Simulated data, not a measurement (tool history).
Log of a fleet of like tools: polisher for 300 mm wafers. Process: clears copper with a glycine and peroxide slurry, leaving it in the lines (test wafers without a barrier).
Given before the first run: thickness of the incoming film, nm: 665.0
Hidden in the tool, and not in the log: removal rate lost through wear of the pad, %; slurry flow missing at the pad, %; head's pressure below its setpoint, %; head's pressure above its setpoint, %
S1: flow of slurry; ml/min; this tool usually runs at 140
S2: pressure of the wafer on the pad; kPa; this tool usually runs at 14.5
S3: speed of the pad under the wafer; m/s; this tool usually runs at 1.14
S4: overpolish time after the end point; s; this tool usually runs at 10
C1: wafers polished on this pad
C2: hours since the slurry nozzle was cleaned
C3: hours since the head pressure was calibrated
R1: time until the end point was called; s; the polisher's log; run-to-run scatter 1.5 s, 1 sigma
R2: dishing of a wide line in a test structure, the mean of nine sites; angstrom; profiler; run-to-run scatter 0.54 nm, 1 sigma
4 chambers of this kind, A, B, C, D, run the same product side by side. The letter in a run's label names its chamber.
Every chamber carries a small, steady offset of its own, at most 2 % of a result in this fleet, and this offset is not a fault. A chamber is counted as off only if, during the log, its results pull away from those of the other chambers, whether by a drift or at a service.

{"hour": 5.2, "done": "chamber D: worn pad replaced by a new one"}
{"run": "1D", "hour": 8.1, "S1": 140, "S2": 14.5, "S3": 1.14, "S4": 10, "C1": 18, "C2": 189, "C3": 987.9, "R1": 117.46, "R2": 233.63}
{"run": "2A", "hour": 15.3, "S1": 140, "S2": 14.5, "S3": 1.14, "S4": 10, "C1": 865, "C2": 534.9, "C3": 1103.2, "R1": 118.72, "R2": 230.79}
{"hour": 16.6, "done": "chamber A: slurry nozzle cleaned"}
{"run": "3C", "hour": 20.4, "S1": 140, "S2": 14.5, "S3": 1.14, "S4": 10, "C1": 271, "C2": 686.2, "C3": 883.4, "R1": 115.65, "R2": 226.78}
{"hour": 20.5, "done": "chamber C: slurry nozzle cleaned"}
{"run": "4B", "hour": 25.3, "S1": 140, "S2": 14.5, "S3": 1.14, "S4": 10, "C1": 1069, "C2": 26, "C3": 154.9, "R1": 120.6, "R2": 232.69}
{"run": "5C", "hour": 31.7, "S1": 140, "S2": 14.5, "S3": 1.14, "S4": 10, "C1": 340, "C2": 11.2, "C3": 894.7, "R1": 121.44, "R2": 234.71}
{"run": "6B", "hour": 35.8, "S1": 140, "S2": 14.5, "S3": 1.14, "S4": 10, "C1": 1134, "C2": 36.5, "C3": 165.4, "R1": 122.02, "R2": 238.14}
{"run": "7A", "hour": 40.8, "S1": 140, "S2": 14.5, "S3": 1.14, "S4": 10, "C1": 1022, "C2": 24.2, "C3": 1128.7, "R1": 116.98, "R2": 232.82}
{"hour": 42.1, "done": "chamber B: worn pad replaced by a new one"}
{"run": "8D", "hour": 45.0, "S1": 140, "S2": 14.5, "S3": 1.14, "S4": 10, "C1": 244, "C2": 225.9, "C3": 1024.8, "R1": 118.81, "R2": 228.62}
{"run": "9A", "hour": 48.7, "S1": 140, "S2": 14.5, "S3": 1.14, "S4": 10, "C1": 1070, "C2": 32.1, "C3": 1136.6, "R1": 116.32, "R2": 236.57}
{"run": "10B", "hour": 53.2, "S1": 105, "S2": 14.5, "S3": 1.14, "S4": 15, "C1": 68, "C2": 53.9, "C3": 182.8, "R1": 127.78, "R2": 265.32}
{"run": "11C", "hour": 59.7, "S1": 105, "S2": 14.5, "S3": 1.14, "S4": 15, "C1": 512, "C2": 39.2, "C3": 922.7, "R1": 126.79, "R2": 265.75}
{"run": "12D", "hour": 66.2, "S1": 105, "S2": 14.5, "S3": 1.14, "S4": 15, "C1": 374, "C2": 247.1, "C3": 1046, "R1": 125.23, "R2": 255.07}
{"hour": 67.7, "done": "chamber C: worn pad replaced by a new one"}
{"run": "13D", "hour": 72.1, "S1": 105, "S2": 14.5, "S3": 1.14, "S4": 15, "C1": 411, "C2": 253, "C3": 1051.9, "R1": 124.69, "R2": 257.19}
{"hour": 74.9, "done": "chamber A: worn pad replaced by a new one"}
{"run": "14A", "hour": 79.2, "S1": 140, "S2": 14.5, "S3": 1.14, "S4": 10, "C1": 26, "C2": 62.6, "C3": 1167.1, "R1": 117.14, "R2": 226.25}
{"run": "15C", "hour": 82.8, "S1": 140, "S2": 14.5, "S3": 1.14, "S4": 10, "C1": 93, "C2": 62.3, "C3": 945.8, "R1": 119.48, "R2": 225.72}
{"run": "16B", "hour": 88.5, "S1": 140, "S2": 14.5, "S3": 1.14, "S4": 10, "C1": 285, "C2": 89.2, "C3": 218.1, "R1": 117.38, "R2": 236.2}
{"hour": 93.1, "done": "chamber D: head pressure recalibrated"}
{"hour": 93.4, "done": "chamber D: worn pad replaced by a new one"}
{"run": "17A", "hour": 95.9, "S1": 140, "S2": 14.5, "S3": 1.14, "S4": 10, "C1": 129, "C2": 79.3, "C3": 1183.8, "R1": 115.83, "R2": 220.46}
{"run": "18C", "hour": 101.1, "S1": 140, "S2": 14.5, "S3": 1.14, "S4": 10, "C1": 205, "C2": 80.6, "C3": 964.1, "R1": 122.89, "R2": 224.42}
{"run": "19B", "hour": 109.2, "S1": 140, "S2": 14.5, "S3": 1.14, "S4": 10, "C1": 412, "C2": 109.9, "C3": 238.8, "R1": 119.76, "R2": 232.61}
{"run": "20D", "hour": 115.9, "S1": 140, "S2": 14.5, "S3": 1.14, "S4": 10, "C1": 138, "C2": 296.8, "C3": 22.8, "R1": 125.65, "R2": 215.58}
{"run": "21D", "hour": 121.7, "S1": 140, "S2": 14.5, "S3": 1.14, "S4": 10, "C1": 173, "C2": 302.6, "C3": 28.6, "R1": 133.66, "R2": 227.55}
{"run": "22A", "hour": 126.1, "S1": 140, "S2": 14.5, "S3": 1.14, "S4": 10, "C1": 314, "C2": 109.5, "C3": 1214, "R1": 116.52, "R2": 224.69}
{"run": "23C", "hour": 129.8, "S1": 155, "S2": 14.5, "S3": 0.78, "S4": 10, "C1": 381, "C2": 109.3, "C3": 992.8, "R1": 158.67, "R2": 210.4}
{"hour": 133.0, "done": "chamber C: head pressure recalibrated"}
{"run": "24B", "hour": 134.5, "S1": 155, "S2": 14.5, "S3": 0.78, "S4": 10, "C1": 567, "C2": 135.2, "C3": 264.1, "R1": 157.33, "R2": 207.67}
{"run": "25A", "hour": 140.2, "S1": 155, "S2": 14.5, "S3": 0.78, "S4": 10, "C1": 400, "C2": 123.6, "C3": 1228.1, "R1": 154.98, "R2": 208.66}
{"run": "26C", "hour": 147.7, "S1": 155, "S2": 14.5, "S3": 0.78, "S4": 10, "C1": 491, "C2": 127.2, "C3": 14.7, "R1": 158.66, "R2": 206.15}
{"run": "27B", "hour": 155.7, "S1": 140, "S2": 14.5, "S3": 1.14, "S4": 10, "C1": 697, "C2": 156.4, "C3": 285.3, "R1": 120.89, "R2": 229.41}
{"run": "28D", "hour": 163.0, "S1": 140, "S2": 14.5, "S3": 1.14, "S4": 10, "C1": 427, "C2": 343.9, "C3": 69.9, "R1": 128.69, "R2": 218.14}
{"run": "29D", "hour": 168.8, "S1": 140, "S2": 14.5, "S3": 1.14, "S4": 10, "C1": 462, "C2": 349.7, "C3": 75.7, "R1": 129.53, "R2": 218.31}

Which is it: a chamber that has drifted or been left off by a service, a gauge drift common to all chambers, or only each chamber's usual small offset? If a chamber is off, name it and its likeliest cause.

Chamber D came out of a service off from its peers and stayed that way.
What lies behind it: head's pressure below its setpoint, % = 11.5.

Which of the 4 candidates below, each the usual settings with something changed and its results left as question marks, puts chamber D back in line with what the other chambers give on the usual settings?
A result is in line if it is within this distance of the other chambers' mean on the usual settings: R1 5.4 s; R2 19 angstrom
{"run": "30D-1", "hour": 174.5, "S1": 140, "S2": 13.8, "S3": 1.08, "S4": 10, "R1": "?", "R2": "?"}
{"run": "30D-2", "hour": 174.5, "S1": 135, "S2": 13.1, "S3": 1.02, "S4": 9, "R1": "?", "R2": "?"}
{"run": "30D-3", "hour": 174.5, "S1": 145, "S2": 15.9, "S3": 1.26, "S4": 11, "R1": "?", "R2": "?"}
{"run": "30D-4", "hour": 174.5, "S1": 140, "S2": 15.2, "S3": 1.2, "S4": 10, "R1": "?", "R2": "?"}

What the other chambers average on the usual settings: R1 119.16 s; R2 230.27 angstrom
run=30D-1 R1=139.09 R2=213.49
run=30D-2 R1=151.85 R2=193.53
run=30D-3 R1=109.8 R2=242.75
run=30D-4 R1=119.04 R2=227.47
It is 30D-4 that realigns the chamber with its peers.

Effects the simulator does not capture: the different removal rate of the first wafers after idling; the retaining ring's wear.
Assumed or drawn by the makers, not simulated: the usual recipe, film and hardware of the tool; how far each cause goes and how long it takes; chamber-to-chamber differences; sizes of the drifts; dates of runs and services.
